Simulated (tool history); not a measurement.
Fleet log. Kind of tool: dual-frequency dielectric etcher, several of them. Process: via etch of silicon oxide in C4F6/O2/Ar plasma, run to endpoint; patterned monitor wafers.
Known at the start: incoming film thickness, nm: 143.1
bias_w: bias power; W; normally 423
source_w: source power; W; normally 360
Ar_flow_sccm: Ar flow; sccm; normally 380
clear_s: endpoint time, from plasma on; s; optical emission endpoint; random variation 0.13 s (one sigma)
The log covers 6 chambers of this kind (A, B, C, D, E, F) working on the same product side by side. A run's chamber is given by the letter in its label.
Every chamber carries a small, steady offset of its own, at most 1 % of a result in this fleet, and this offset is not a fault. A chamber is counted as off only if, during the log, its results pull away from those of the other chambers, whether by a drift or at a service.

run,hour,bias_w,source_w,Ar_flow_sccm,hours since the last wet clean,hours since the last bias power generator calibration,hours since the last source power generator calibration,hours since the last Ar flow controller change,clear_s
1A,7.6,423,360,380,650.5,1211.3,444.2,964.7,36
2F,11,423,360,380,435.2,2070.5,258.3,1615.7,35.713
3C,16.8,423,360,380,149.4,1720.9,2896.7,2292.2,35.731
4E,22.6,423,360,380,280.4,3464.7,2321.4,1973.4,35.572
5D,26.1,423,360,380,130.1,1387.5,2428.9,571.7,35.606
6B,30.2,423,360,380,206.3,2548,597.5,2094.8,35.894
7E,34.2,423,360,380,292,3476.3,2333,1985,35.551
# hour 37.8: chamber F: wet clean of the chamber
8C,40.3,423,360,380,172.9,1744.4,2920.2,2315.7,35.745
9B,43.6,423,360,380,219.7,2561.4,610.9,2108.2,35.693
10A,50.1,423,440,380,693,1253.8,486.7,1007.2,33.155
11F,55.1,423,440,380,17.4,2114.6,302.4,1659.8,33.269
12D,61.6,423,440,380,165.6,1423,2464.4,607.2,33.134
# hour 67.9: chamber A: wet clean of the chamber
13B,68.7,423,440,380,244.8,2586.5,636,2133.3,33.199
14D,72.6,423,440,380,176.6,1434,2475.4,618.2,33.271
15E,80,423,440,380,337.8,3522.1,2378.8,2030.8,32.938
16C,83.8,423,360,380,216.4,1787.9,2963.7,2359.2,35.766
17A,87.6,423,360,380,19.8,1291.3,524.2,1044.7,35.908
18F,92.1,423,360,380,54.4,2151.6,339.4,1696.8,35.812
19C,98.4,423,360,380,231,1802.5,2978.3,2373.8,35.763
20D,105.9,423,360,380,209.9,1467.3,2508.7,651.5,35.772
21A,113.4,341,310,380,45.6,1317.1,550,1070.5,40.935
22F,117.5,341,310,380,79.8,2177,364.8,1722.2,40.8
23B,124.8,341,310,380,300.9,2642.6,692.1,2189.4,40.901
24E,129.1,341,310,380,386.9,3571.2,2427.9,2079.9,40.823
# hour 135.1: chamber F: bias power generator calibrated
25A,135.1,341,310,380,67.3,1338.8,571.7,1092.2,40.742
26D,139.1,341,310,380,243.1,1500.5,2541.9,684.7,40.682
27F,142.7,423,360,380,105,7.7,390,1747.4,35.638
28B,149,423,360,380,325.1,2666.8,716.3,2213.6,35.625
29E,154.6,423,360,380,412.4,3596.7,2453.4,2105.4,35.424
# hour 156.8: chamber E: wet clean of the chamber
30C,158.8,423,360,380,291.4,1862.9,3038.7,2434.2,35.735
31E,163.8,423,360,380,7.1,3605.9,2462.6,2114.6,35.584
32B,170.9,482,360,380,347,2688.7,738.2,2235.5,34.102
33A,176.7,482,360,380,108.9,1380.4,613.3,1133.8,34.422
34D,184.3,482,360,380,288.3,1545.7,2587.1,729.9,34.126
35C,190.5,482,360,380,323.1,1894.6,3070.4,2465.9,34.121
36F,197.4,482,360,380,159.7,62.4,444.7,1802.1,34.217
37C,204.9,482,360,380,337.5,1909,3084.8,2480.3,34.092
38D,208.7,503,360,428,312.7,1570.1,2611.5,754.3,34.115
39A,216.2,503,360,428,148.4,1419.9,652.8,1173.3,34.287
40F,219.8,503,360,428,182.1,84.8,467.1,1824.5,34.09
41B,226.2,503,360,428,402.3,2744,793.5,2290.8,33.841

Read the log: is a single chamber off, either drifting away or since a service, is the gauge that measures every chamber drifting, or is nothing wrong beyond small per-chamber offsets? Name any odd chamber and what most likely caused it.

All chambers stay in line apart from their small fixed offsets, and the gauge does not drift.
